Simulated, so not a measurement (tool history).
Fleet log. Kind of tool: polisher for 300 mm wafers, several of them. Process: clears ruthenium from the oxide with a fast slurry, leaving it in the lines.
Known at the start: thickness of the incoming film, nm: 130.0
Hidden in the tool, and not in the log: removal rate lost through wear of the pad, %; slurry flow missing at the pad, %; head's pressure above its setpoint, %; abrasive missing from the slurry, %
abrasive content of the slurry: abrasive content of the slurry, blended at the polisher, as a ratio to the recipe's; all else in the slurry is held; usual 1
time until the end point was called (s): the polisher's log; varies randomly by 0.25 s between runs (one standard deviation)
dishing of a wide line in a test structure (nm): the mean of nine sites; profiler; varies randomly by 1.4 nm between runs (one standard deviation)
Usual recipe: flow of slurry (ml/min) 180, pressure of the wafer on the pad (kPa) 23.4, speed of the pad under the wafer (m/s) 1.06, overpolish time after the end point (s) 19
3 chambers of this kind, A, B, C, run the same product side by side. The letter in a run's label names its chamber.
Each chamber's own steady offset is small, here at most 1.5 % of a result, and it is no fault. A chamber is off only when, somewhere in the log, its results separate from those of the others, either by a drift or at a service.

run   hour  flow of slurry (ml/min)  pressure of the wafer on the pad (kPa)  speed of the pad under the wafer (m/s)  abrasive content of the slurry  overpolish time after the end point (s)  wafers polished on this pad  hours since the slurry nozzle was cleaned  hours since the head pressure was calibrated  hours since the slurry blender was calibrated  time until the end point was called (s)  dishing of a wide line in a test structure (nm)
 1C   10.2                      180                                    23.4                                    1.06                               1                                       19                          452                                      555.6                                         281.4                                          101.4                                   29.259                                           67.349
      14.3  -- chamber A: worn pad replaced by a new one
 2B   16.1                      180                                    23.4                                    1.06                               1                                       19                          610                                       43.7                                         382.3                                          214.4                                    29.25                                           66.089
 3A   22.9                      180                                    23.4                                    1.06                               1                                       19                           83                                      583.4                                           118                                          174.1                                   29.205                                             64.5
      27.6  -- chamber B: worn pad replaced by a new one
 4A   28.5                      180                                    23.4                                    1.06                               1                                       19                          137                                        589                                         123.6                                          179.7                                   29.214                                           66.455
 5C   38.9                      180                                    23.4                                    1.06                               1                                       19                          729                                      584.3                                         310.1                                          130.1                                   29.177                                           65.215
 6B   45.4                      180                                    23.4                                    1.06                               1                                       19                          172                                         73                                         411.6                                          243.7                                   28.987                                           66.266
 7C   53.3                      180                                    23.4                                    1.06                               1                                       19                          869                                      598.7                                         324.5                                          144.5                                   28.969                                           64.246
 8B   61.3                      180                                    23.4                                    1.06                               1                                       19                          325                                       88.9                                         427.5                                          259.6                                   29.222                                           65.491
 9A   68.8                      180                                    23.4                                    1.06                               1                                       19                          526                                      629.3                                         163.9                                            220                                   29.699                                           63.508
      74.7  -- chamber C: worn pad replaced by a new one
      76.3  -- chamber A: worn pad replaced by a new one
10A   77.9                      180                                    23.4                                    1.06                               1                                       19                           16                                      638.4                                           173                                          229.1                                   29.564                                           66.032
      80.8  -- chamber A: slurry nozzle cleaned
      84.1  -- chamber B: slurry blender recalibrated
11C   86.8                      180                                    23.4                                    1.06                               1                                       19                          116                                      632.2                                           358                                            178                                   28.886                                           65.661
      88.4  -- chamber B: worn pad replaced by a new one
12B     93                      180                                    23.4                                    1.06                               1                                       19                           45                                      120.6                                         459.2                                              9                                   29.007                                           64.708
13B   99.3                      180                                    23.4                                    1.06                               1                                       19                          106                                      126.9                                         465.5                                           15.3                                   28.434                                           65.191
14A  109.7                      180                                    23.4                                    1.38                               1                                       25                          323                                       28.9                                         204.8                                          260.9                                   22.364                                           104.86
15C  120.2                      180                                    23.4                                    1.38                               1                                       25                          439                                      665.6                                         391.4                                          211.4                                   22.212                                           99.298
16C  125.8                      180                                    23.4                                    1.38                               1                                       25                          493                                      671.2                                           397                                            217                                   22.414                                           102.04
     126.8  -- chamber A: slurry blender recalibrated
     129.1  -- chamber C: slurry nozzle cleaned
17B  134.8                      180                                    23.4                                    1.06                               1                                       19                          448                                      162.4                                           501                                           50.8                                   29.183                                           66.201
     139.5  -- chamber A: worn pad replaced by a new one
18A  140.9                      180                                    23.4                                    1.06                               1                                       19                           13                                       60.1                                           236                                           14.1                                   29.479                                           65.705
19A  145.7                      180                                    23.4                                    1.06                               1                                       26                           60                                       64.9                                         240.8                                           18.9                                   29.406                                           83.097
     151.7  -- chamber B: worn pad replaced by a new one
20B  151.7                      180                                    23.4                                    1.06                               1                                       26                            0                                      179.3                                         517.9                                           67.7                                   28.617                                             83.3
21C  157.2                      180                                    23.4                                    1.06                               1                                       26                          796                                       28.1                                         428.4                                          248.4                                   29.084                                           86.903
22A  163.1                      180                                    26.9                                    1.06                               1                                       19                          228                                       82.3                                         258.2                                           36.3                                   26.107                                            73.13
23B  169.2                      180                                    26.9                                    1.06                               1                                       19                          169                                      196.8                                         535.4                                           85.2                                    25.04                                           75.335
24C  179.6                      180                                    26.9                                    1.06                               1                                       19                         1012                                       50.5                                         450.8                                          270.8                                    25.04                                           75.448
25B  185.2                      180                                    23.4                                    1.06                               1                                       19                          323                                      212.8                                         551.4                                          101.2                                   28.626                                           65.489
     190.6  -- chamber C: worn pad replaced by a new one
26C  190.7                      180                                    23.4                                    1.06                               1                                       19                            1                                       61.6                                         461.9                                          281.9                                    28.64                                           65.168
27A  195.6                      180                                    23.4                                    1.06                               1                                       19                          542                                      114.8                                         290.7                                           68.8                                   29.284                                            64.22
28C  203.2                      180                                    23.4                                    1.06                               1                                       19                          121                                       74.1                                         474.4                                          294.4                                   29.272                                           65.765
     208.3  -- chamber A: worn pad replaced by a new one
29B  212.2                      180                                    23.4                                    1.06                               1                                       19                          584                                      239.8                                         578.4                                          128.2                                   28.742                                           63.833
30A  216.9                      180                                    23.4                                    1.06                               1                                       19                           83                                      136.1                                           312                                           90.1                                   29.726                                           65.607
     217.6  -- chamber B: worn pad replaced by a new one
31B  227.4                      180                                    23.4                                    1.06                            1.15                                       19                           94                                        255                                         593.6                                          143.4                                   27.489                                           68.402
     233.3  -- chamber C: slurry blender recalibrated
32A  236.2                      180                                    23.4                                    1.06                            1.15                                       19                          270                                      155.4                                         331.3                                          109.4                                   27.247                                           65.924
33C  242.5                      180                                    23.4                                    1.06                            1.15                                       19                          501                                      113.4                                         513.7                                            9.2                                   27.243                                           69.912
34A  248.2                      180                                    23.4                                    1.06                               1                                       19                          385                                      167.4                                         343.3                                          121.4                                   29.057                                           66.061
35C  253.1                      180                                    23.4                                    1.06                               1                                       19                          603                                        124                                         524.3                                           19.8                                   29.154                                           67.106
36B  263.8                      180                                    23.4                                    1.06                               1                                       19                          446                                      291.4                                           630                                          179.8                                   28.645                                            68.91
37B  273.1                      180                                    23.4                                    1.06                               1                                       19                          535                                      300.7                                         639.3                                          189.1                                   28.799                                           66.549
     275.9  -- chamber A: worn pad replaced by a new one
38A  282.7                      180                                    23.4                                    1.06                            1.15                                       19                           66                                      201.9                                         377.8                                          155.9                                   27.419                                           68.979
     283.5  -- chamber B: worn pad replaced by a new one
39C  288.2                      180                                    23.4                                    1.06                            1.15                                       19                          942                                      159.1                                         559.4                                           54.9                                   27.484                                           69.123
40C  294.2                      180                                    23.4                                    1.06                            1.15                                       19                         1000                                      165.1                                         565.4                                           60.9                                    27.52                                           68.813
41B  304.8                      180                                    23.4                                    1.06                               1                                       19                          205                                      332.4                                           671                                          220.8                                   28.538                                           66.087
42A  310.5                      180                                    23.4                                    1.06                               1                                       19                          334                                      229.7                                         405.6                                          183.7                                   28.981                                           65.921
43A    319                      180                                    23.4                                    1.06                               1                                       19                          416                                      238.2                                         414.1                                          192.2                                    29.82                                           65.559
44C  325.5                      180                                    23.4                                    1.06                               1                                       19                         1302                                      196.4                                         596.7                                           92.2                                   28.914                                           64.724

Next, every chamber runs the same settings. What will each give?
45A  333.2                      180                                    23.4                                    1.06                               1                                       19                                                                                                                                                                                                             ?                                                ?
45B  333.2                      180                                    23.4                                    1.06                               1                                       19                                                                                                                                                                                                             ?                                                ?
45C  333.2                      180                                    23.4                                    1.06                               1                                       19                                                                                                                                                                                                             ?                                                ?

run  time until the end point was called (s)  dishing of a wide line in a test structure (nm)
45A                                   29.702                                           65.599
45B                                    28.77                                           64.836
45C                                   28.998                                           64.578
